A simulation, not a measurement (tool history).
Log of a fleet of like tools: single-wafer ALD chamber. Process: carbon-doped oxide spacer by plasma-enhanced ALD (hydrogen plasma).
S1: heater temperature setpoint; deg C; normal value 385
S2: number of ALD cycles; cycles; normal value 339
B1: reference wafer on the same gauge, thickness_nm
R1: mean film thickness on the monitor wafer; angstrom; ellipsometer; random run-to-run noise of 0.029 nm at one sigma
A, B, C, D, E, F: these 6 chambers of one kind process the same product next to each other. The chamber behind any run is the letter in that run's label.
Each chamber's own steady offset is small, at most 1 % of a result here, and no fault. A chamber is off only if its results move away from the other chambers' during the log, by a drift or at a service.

| run | hour | S1 | S2 | B1 | R1 |
|---|---|---|---|---|---|
| 1A | 8.4 | 385 | 339 | 16.800 | 169.98 |
| 2D | 17.8 | 385 | 339 | 16.790 | 170.39 |
| 3C | 26.4 | 385 | 339 | 16.791 | 168.24 |
|  | 30.0 | chamber B: thermocouple changed; heater temperature recalibrated |
| 4E | 31.3 | 385 | 339 | 16.791 | 170.31 |
| 5B | 35.9 | 385 | 339 | 16.793 | 170.48 |
| 6F | 45.8 | 385 | 339 | 16.775 | 170.18 |
| 7E | 52.4 | 385 | 339 | 16.780 | 169.67 |
| 8F | 57.3 | 397 | 367 | 16.780 | 184.35 |
| 9D | 63.9 | 397 | 367 | 16.772 | 184.10 |
| 10C | 68.7 | 397 | 367 | 16.773 | 181.96 |
| 11A | 75.4 | 397 | 367 | 16.776 | 183.12 |
| 12B | 81.3 | 397 | 367 | 16.777 | 184.31 |
| 13E | 86.9 | 397 | 367 | 16.776 | 183.87 |
| 14A | 92.7 | 385 | 339 | 16.767 | 169.53 |
| 15F | 98.9 | 385 | 339 | 16.762 | 169.96 |
| 16D | 106.1 | 385 | 339 | 16.751 | 169.51 |
| 17B | 115.8 | 385 | 339 | 16.746 | 170.15 |
| 18C | 123.5 | 385 | 339 | 16.753 | 168.29 |
| 19B | 129.9 | 385 | 359 | 16.758 | 180.52 |
| 20A | 137.8 | 385 | 359 | 16.742 | 178.88 |
| 21C | 147.4 | 385 | 359 | 16.739 | 177.42 |
| 22D | 154.0 | 385 | 359 | 16.739 | 179.24 |
| 23F | 162.4 | 385 | 359 | 16.740 | 179.96 |
| 24E | 168.1 | 385 | 359 | 16.733 | 179.72 |
| 25D | 173.3 | 385 | 339 | 16.735 | 169.60 |
| 26E | 180.0 | 385 | 339 | 16.726 | 169.56 |
|  | 180.2 | chamber C: thermocouple changed; heater temperature recalibrated |
| 27F | 187.7 | 385 | 339 | 16.730 | 169.81 |
| 28C | 193.7 | 385 | 339 | 16.725 | 167.87 |
| 29A | 202.8 | 385 | 339 | 16.721 | 168.95 |
| 30B | 211.5 | 385 | 339 | 16.712 | 169.68 |
| 31A | 217.4 | 399 | 389 | 16.717 | 193.52 |
| 32E | 225.4 | 399 | 389 | 16.713 | 193.93 |
| 33F | 233.3 | 399 | 389 | 16.713 | 194.84 |
| 34D | 239.1 | 399 | 389 | 16.711 | 194.08 |
| 35C | 244.5 | 399 | 389 | 16.701 | 192.78 |
| 36B | 253.9 | 399 | 389 | 16.704 | 194.56 |
| 37F | 263.0 | 385 | 339 | 16.696 | 169.20 |
| 38C | 270.1 | 385 | 339 | 16.698 | 167.51 |
| 39D | 278.5 | 385 | 339 | 16.699 | 169.36 |
| 40B | 287.7 | 385 | 339 | 16.691 | 169.25 |
| 41E | 292.5 | 385 | 339 | 16.684 | 169.26 |

Each of the 6 chambers runs these same settings next. Fill in every chamber's results:
| 42A | 299.8 | 385 | 339 |  | ? |
| 42B | 299.8 | 385 | 339 |  | ? |
| 42C | 299.8 | 385 | 339 |  | ? |
| 42D | 299.8 | 385 | 339 |  | ? |
| 42E | 299.8 | 385 | 339 |  | ? |
| 42F | 299.8 | 385 | 339 |  | ? |

| run | R1 |
|---|---|
| 42A | 168.42 |
| 42B | 169.39 |
| 42C | 167.19 |
| 42D | 169.07 |
| 42E | 169.21 |
| 42F | 169.23 |
